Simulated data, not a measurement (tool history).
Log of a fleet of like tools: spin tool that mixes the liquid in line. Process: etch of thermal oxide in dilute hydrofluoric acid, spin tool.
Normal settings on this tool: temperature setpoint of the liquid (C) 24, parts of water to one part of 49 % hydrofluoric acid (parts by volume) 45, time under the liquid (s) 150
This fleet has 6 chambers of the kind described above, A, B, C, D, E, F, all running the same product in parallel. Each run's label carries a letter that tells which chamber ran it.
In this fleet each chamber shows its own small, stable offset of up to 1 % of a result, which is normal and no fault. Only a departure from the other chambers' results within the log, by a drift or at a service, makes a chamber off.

run,hour,temperature setpoint of the liquid (C),parts of water to one part of 49 % hydrofluoric acid (parts by volume),time under the liquid (s),"read-back film thickness of the thermal oxide reference wafer, read on the same gauge (nm)",thickness taken off the thermal oxide on a monitor wafer (angstrom)
1A,13.1,24,45,150,29.977,165.66
2B,24.5,24,45,150,29.994,164.51
3D,32.8,24,45,150,30.001,163.16
# hour 35.1: chamber C: hydrofluoric acid flow meter replaced
4F,39.2,24,45,150,29.992,165.78
5E,45.1,24,45,150,30.003,163.56
6C,51.1,24,45,150,29.989,167.85
7A,58.2,24,45,150,29.989,166.75
8E,69.5,24,45,150,29.985,162.64
9C,78.3,24,45,150,29.986,165.28
10B,85.5,24,45,150,30.001,164.02
# hour 87.3: chamber D: thermometer replaced
11D,97.9,24,45,185,29.994,201.01
12F,110,24,45,185,29.989,202.44
13E,123.1,24,45,185,30.018,199.98
14A,132.6,24,45,185,29.996,206.19
15B,138.7,24,45,185,30.008,201.03
16F,148.7,24,45,185,30.007,205.82
# hour 154.1: chamber E: hydrofluoric acid flow meter replaced
17C,157,24,45,150,30.005,166.14
18D,167.2,24,45,150,29.985,162.36
19E,178.8,24,45,150,30.004,166.04
20F,186.8,20.5,45,210,29.979,197.09
21B,193.7,20.5,45,210,29.998,197.41
22C,200.1,20.5,45,210,30.011,200.3
23A,206.4,20.5,45,210,29.986,196.61
24D,214.8,20.5,45,210,30.017,197.69
25B,227.6,20.5,45,210,30.008,198.58
26E,238.5,24,45,150,29.966,164.92
27D,250.2,24,45,150,29.981,163.74
28C,260.2,24,45,150,30.021,164.94
29F,271.2,24,45,150,29.976,164.02
30A,281.8,27.5,45,190,30.015,242.03
31D,289.9,27.5,45,190,30.04,237.47
32B,298.5,27.5,45,190,29.958,243.87
33A,307.3,27.5,45,190,30.018,241.19
34C,319.3,27.5,45,190,30.033,243.53
35E,326.6,27.5,45,190,29.974,239.2
36F,337,24,45,150,29.962,163.9
37A,347.6,24,55,190,29.985,166.77
38F,359.7,24,55,190,30.003,168
39D,371.3,24,55,190,29.979,166.66
40E,380.5,24,55,190,29.996,166.82

Is one chamber off against the others, does the gauge drift, or is nothing wrong? If a chamber is off, say which, and what the likeliest cause is.

The fleet is healthy, with each chamber sitting at its usual small offset and no drift in the gauge.
